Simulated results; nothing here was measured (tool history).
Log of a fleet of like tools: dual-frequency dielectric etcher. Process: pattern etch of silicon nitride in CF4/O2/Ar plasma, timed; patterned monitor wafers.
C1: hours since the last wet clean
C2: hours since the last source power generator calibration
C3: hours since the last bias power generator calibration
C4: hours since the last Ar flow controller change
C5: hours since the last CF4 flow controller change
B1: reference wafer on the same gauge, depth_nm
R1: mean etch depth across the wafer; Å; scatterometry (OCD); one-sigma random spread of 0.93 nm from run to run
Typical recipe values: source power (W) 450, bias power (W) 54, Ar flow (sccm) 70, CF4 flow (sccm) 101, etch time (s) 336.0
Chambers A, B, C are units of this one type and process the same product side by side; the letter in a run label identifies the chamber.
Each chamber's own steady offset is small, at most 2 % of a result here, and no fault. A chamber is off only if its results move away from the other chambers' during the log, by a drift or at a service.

{"run": "1A", "hour": 3.4, "source power (W)": 450, "bias power (W)": 54, "Ar flow (sccm)": 70, "CF4 flow (sccm)": 101, "etch time (s)": 336.0, "C1": 406.6, "C2": 370.4, "C3": 1210.0, "C4": 3614.8, "C5": 351.0, "B1": 731.57, "R1": 6227.8}
{"run": "2B", "hour": 8.6, "source power (W)": 450, "bias power (W)": 54, "Ar flow (sccm)": 70, "CF4 flow (sccm)": 101, "etch time (s)": 336.0, "C1": 80.6, "C2": 1146.2, "C3": 2376.0, "C4": 587.9, "C5": 1314.4, "B1": 731.43, "R1": 6339.6}
{"run": "3C", "hour": 12.9, "source power (W)": 450, "bias power (W)": 54, "Ar flow (sccm)": 70, "CF4 flow (sccm)": 101, "etch time (s)": 336.0, "C1": 360.3, "C2": 4270.1, "C3": 2062.0, "C4": 864.7, "C5": 1049.8, "B1": 731.39, "R1": 6235.6}
{"run": "4C", "hour": 16.3, "source power (W)": 450, "bias power (W)": 54, "Ar flow (sccm)": 70, "CF4 flow (sccm)": 101, "etch time (s)": 336.0, "C1": 363.7, "C2": 4273.5, "C3": 2065.4, "C4": 868.1, "C5": 1053.2, "B1": 731.28, "R1": 6221.8}
{"run": "5A", "hour": 19.3, "source power (W)": 450, "bias power (W)": 54, "Ar flow (sccm)": 70, "CF4 flow (sccm)": 101, "etch time (s)": 336.0, "C1": 422.5, "C2": 386.3, "C3": 1225.9, "C4": 3630.7, "C5": 366.9, "B1": 731.11, "R1": 6217.1}
{"run": "6B", "hour": 23.3, "source power (W)": 450, "bias power (W)": 54, "Ar flow (sccm)": 70, "CF4 flow (sccm)": 101, "etch time (s)": 336.0, "C1": 95.3, "C2": 1160.9, "C3": 2390.7, "C4": 602.6, "C5": 1329.1, "B1": 731.36, "R1": 6334.7}
{"run": "7C", "hour": 26.6, "source power (W)": 520, "bias power (W)": 54, "Ar flow (sccm)": 70, "CF4 flow (sccm)": 101, "etch time (s)": 336.0, "C1": 374.0, "C2": 4283.8, "C3": 2075.7, "C4": 878.4, "C5": 1063.5, "B1": 730.89, "R1": 7054.1}
{"run": "8A", "hour": 32.0, "source power (W)": 520, "bias power (W)": 54, "Ar flow (sccm)": 70, "CF4 flow (sccm)": 101, "etch time (s)": 336.0, "C1": 435.2, "C2": 399.0, "C3": 1238.6, "C4": 3643.4, "C5": 379.6, "B1": 730.99, "R1": 7071.8}
{"run": "9B", "hour": 35.5, "source power (W)": 520, "bias power (W)": 54, "Ar flow (sccm)": 70, "CF4 flow (sccm)": 101, "etch time (s)": 336.0, "C1": 107.5, "C2": 1173.1, "C3": 2402.9, "C4": 614.8, "C5": 1341.3, "B1": 731.11, "R1": 7181.2}
{"run": "10B", "hour": 39.3, "source power (W)": 450, "bias power (W)": 54, "Ar flow (sccm)": 70, "CF4 flow (sccm)": 101, "etch time (s)": 336.0, "C1": 111.3, "C2": 1176.9, "C3": 2406.7, "C4": 618.6, "C5": 1345.1, "B1": 731.0, "R1": 6318.7}
{"run": "11C", "hour": 43.6, "source power (W)": 450, "bias power (W)": 54, "Ar flow (sccm)": 70, "CF4 flow (sccm)": 101, "etch time (s)": 336.0, "C1": 391.0, "C2": 4300.8, "C3": 2092.7, "C4": 895.4, "C5": 1080.5, "B1": 730.56, "R1": 6257.3}
{"run": "12A", "hour": 46.0, "source power (W)": 390, "bias power (W)": 54, "Ar flow (sccm)": 58, "CF4 flow (sccm)": 101, "etch time (s)": 336.0, "C1": 449.2, "C2": 413.0, "C3": 1252.6, "C4": 3657.4, "C5": 393.6, "B1": 730.85, "R1": 5590.5}
{"run": "13A", "hour": 48.9, "source power (W)": 390, "bias power (W)": 54, "Ar flow (sccm)": 58, "CF4 flow (sccm)": 101, "etch time (s)": 336.0, "C1": 452.1, "C2": 415.9, "C3": 1255.5, "C4": 3660.3, "C5": 396.5, "B1": 730.47, "R1": 5593.4}
{"run": "14B", "hour": 53.4, "source power (W)": 390, "bias power (W)": 54, "Ar flow (sccm)": 58, "CF4 flow (sccm)": 101, "etch time (s)": 336.0, "C1": 125.4, "C2": 1191.0, "C3": 2420.8, "C4": 632.7, "C5": 1359.2, "B1": 730.38, "R1": 5700.2}
{"run": "15C", "hour": 57.9, "source power (W)": 450, "bias power (W)": 54, "Ar flow (sccm)": 70, "CF4 flow (sccm)": 101, "etch time (s)": 336.0, "C1": 405.3, "C2": 4315.1, "C3": 2107.0, "C4": 909.7, "C5": 1094.8, "B1": 730.64, "R1": 6227.6}
{"run": "16B", "hour": 63.1, "source power (W)": 450, "bias power (W)": 54, "Ar flow (sccm)": 70, "CF4 flow (sccm)": 101, "etch time (s)": 336.0, "C1": 135.1, "C2": 1200.7, "C3": 2430.5, "C4": 642.4, "C5": 1368.9, "B1": 730.26, "R1": 6350.1}
{"run": "17C", "hour": 67.1, "source power (W)": 450, "bias power (W)": 54, "Ar flow (sccm)": 70, "CF4 flow (sccm)": 101, "etch time (s)": 336.0, "C1": 414.5, "C2": 4324.3, "C3": 2116.2, "C4": 918.9, "C5": 1104.0, "B1": 729.67, "R1": 6210.3}
{"run": "18A", "hour": 69.6, "source power (W)": 450, "bias power (W)": 54, "Ar flow (sccm)": 70, "CF4 flow (sccm)": 101, "etch time (s)": 336.0, "C1": 472.8, "C2": 436.6, "C3": 1276.2, "C4": 3681.0, "C5": 417.2, "B1": 729.59, "R1": 6205.5}
{"run": "19B", "hour": 74.8, "source power (W)": 450, "bias power (W)": 54, "Ar flow (sccm)": 70, "CF4 flow (sccm)": 101, "etch time (s)": 336.0, "C1": 146.8, "C2": 1212.4, "C3": 2442.2, "C4": 654.1, "C5": 1380.6, "B1": 729.77, "R1": 6322.6}
{"run": "20C", "hour": 79.2, "source power (W)": 500, "bias power (W)": 54, "Ar flow (sccm)": 70, "CF4 flow (sccm)": 101, "etch time (s)": 336.0, "C1": 426.6, "C2": 4336.4, "C3": 2128.3, "C4": 931.0, "C5": 1116.1, "B1": 729.58, "R1": 6821.9}
{"run": "21A", "hour": 83.1, "source power (W)": 500, "bias power (W)": 54, "Ar flow (sccm)": 70, "CF4 flow (sccm)": 101, "etch time (s)": 336.0, "C1": 486.3, "C2": 450.1, "C3": 1289.7, "C4": 3694.5, "C5": 430.7, "B1": 729.63, "R1": 6799.5}
{"run": "22B", "hour": 86.1, "source power (W)": 500, "bias power (W)": 54, "Ar flow (sccm)": 70, "CF4 flow (sccm)": 101, "etch time (s)": 336.0, "C1": 158.1, "C2": 1223.7, "C3": 2453.5, "C4": 665.4, "C5": 1391.9, "B1": 729.61, "R1": 6913.6}
{"run": "23A", "hour": 90.9, "source power (W)": 450, "bias power (W)": 54, "Ar flow (sccm)": 70, "CF4 flow (sccm)": 101, "etch time (s)": 336.0, "C1": 494.1, "C2": 457.9, "C3": 1297.5, "C4": 3702.3, "C5": 438.5, "B1": 729.34, "R1": 6197.1}
{"run": "24C", "hour": 94.0, "source power (W)": 450, "bias power (W)": 54, "Ar flow (sccm)": 70, "CF4 flow (sccm)": 101, "etch time (s)": 336.0, "C1": 441.4, "C2": 4351.2, "C3": 2143.1, "C4": 945.8, "C5": 1130.9, "B1": 729.16, "R1": 6226.4}
{"run": "25B", "hour": 98.4, "source power (W)": 450, "bias power (W)": 54, "Ar flow (sccm)": 70, "CF4 flow (sccm)": 101, "etch time (s)": 336.0, "C1": 170.4, "C2": 1236.0, "C3": 2465.8, "C4": 677.7, "C5": 1404.2, "B1": 729.06, "R1": 6307.4}
{"run": "26A", "hour": 101.9, "source power (W)": 450, "bias power (W)": 54, "Ar flow (sccm)": 70, "CF4 flow (sccm)": 101, "etch time (s)": 336.0, "C1": 505.1, "C2": 468.9, "C3": 1308.5, "C4": 3713.3, "C5": 449.5, "B1": 728.7, "R1": 6199.3}
{"run": "27C", "hour": 105.9, "source power (W)": 450, "bias power (W)": 54, "Ar flow (sccm)": 70, "CF4 flow (sccm)": 101, "etch time (s)": 336.0, "C1": 453.3, "C2": 4363.1, "C3": 2155.0, "C4": 957.7, "C5": 1142.8, "B1": 728.62, "R1": 6207.5}
{"run": "28C", "hour": 109.3, "source power (W)": 450, "bias power (W)": 54, "Ar flow (sccm)": 70, "CF4 flow (sccm)": 101, "etch time (s)": 336.0, "C1": 456.7, "C2": 4366.5, "C3": 2158.4, "C4": 961.1, "C5": 1146.2, "B1": 728.92, "R1": 6209.2}
{"run": "29A", "hour": 114.4, "source power (W)": 450, "bias power (W)": 54, "Ar flow (sccm)": 70, "CF4 flow (sccm)": 101, "etch time (s)": 336.0, "C1": 517.6, "C2": 481.4, "C3": 1321.0, "C4": 3725.8, "C5": 462.0, "B1": 728.6, "R1": 6207.5}
{"run": "30B", "hour": 118.0, "source power (W)": 450, "bias power (W)": 54, "Ar flow (sccm)": 70, "CF4 flow (sccm)": 101, "etch time (s)": 336.0, "C1": 190.0, "C2": 1255.6, "C3": 2485.4, "C4": 697.3, "C5": 1423.8, "B1": 728.29, "R1": 6307.1}
{"run": "31A", "hour": 120.6, "source power (W)": 450, "bias power (W)": 54, "Ar flow (sccm)": 70, "CF4 flow (sccm)": 101, "etch time (s)": 260.5, "C1": 523.8, "C2": 487.6, "C3": 1327.2, "C4": 3732.0, "C5": 468.2, "B1": 728.27, "R1": 4803.0}
{"run": "32B", "hour": 123.6, "source power (W)": 450, "bias power (W)": 54, "Ar flow (sccm)": 70, "CF4 flow (sccm)": 101, "etch time (s)": 260.5, "C1": 195.6, "C2": 1261.2, "C3": 2491.0, "C4": 702.9, "C5": 1429.4, "B1": 728.25, "R1": 4900.0}
{"run": "33C", "hour": 127.8, "source power (W)": 450, "bias power (W)": 54, "Ar flow (sccm)": 70, "CF4 flow (sccm)": 101, "etch time (s)": 260.5, "C1": 475.2, "C2": 4385.0, "C3": 2176.9, "C4": 979.6, "C5": 1164.7, "B1": 727.98, "R1": 4799.6}
{"run": "34B", "hour": 132.3, "source power (W)": 450, "bias power (W)": 54, "Ar flow (sccm)": 70, "CF4 flow (sccm)": 101, "etch time (s)": 336.0, "C1": 204.3, "C2": 1269.9, "C3": 2499.7, "C4": 711.6, "C5": 1438.1, "B1": 727.94, "R1": 6314.6}
{"run": "35C", "hour": 134.9, "source power (W)": 450, "bias power (W)": 54, "Ar flow (sccm)": 70, "CF4 flow (sccm)": 101, "etch time (s)": 336.0, "C1": 482.3, "C2": 4392.1, "C3": 2184.0, "C4": 986.7, "C5": 1171.8, "B1": 727.42, "R1": 6207.3}
{"run": "36A", "hour": 137.6, "source power (W)": 450, "bias power (W)": 54, "Ar flow (sccm)": 56, "CF4 flow (sccm)": 101, "etch time (s)": 336.0, "C1": 540.8, "C2": 504.6, "C3": 1344.2, "C4": 3749.0, "C5": 485.2, "B1": 727.7, "R1": 6341.2}
{"run": "37A", "hour": 141.3, "source power (W)": 450, "bias power (W)": 54, "Ar flow (sccm)": 56, "CF4 flow (sccm)": 101, "etch time (s)": 336.0, "C1": 544.5, "C2": 508.3, "C3": 1347.9, "C4": 3752.7, "C5": 488.9, "B1": 727.88, "R1": 6332.3}

Predict what each chamber gives when all 3 of them run the settings below next.
{"run": "38A", "hour": 145.2, "source power (W)": 450, "bias power (W)": 54, "Ar flow (sccm)": 70, "CF4 flow (sccm)": 91, "etch time (s)": 336.0, "R1": "?"}
{"run": "38B", "hour": 145.2, "source power (W)": 450, "bias power (W)": 54, "Ar flow (sccm)": 70, "CF4 flow (sccm)": 91, "etch time (s)": 336.0, "R1": "?"}
{"run": "38C", "hour": 145.2, "source power (W)": 450, "bias power (W)": 54, "Ar flow (sccm)": 70, "CF4 flow (sccm)": 91, "etch time (s)": 336.0, "R1": "?"}

run=38A R1=6122.6
run=38B R1=6231.8
run=38C R1=6139.5
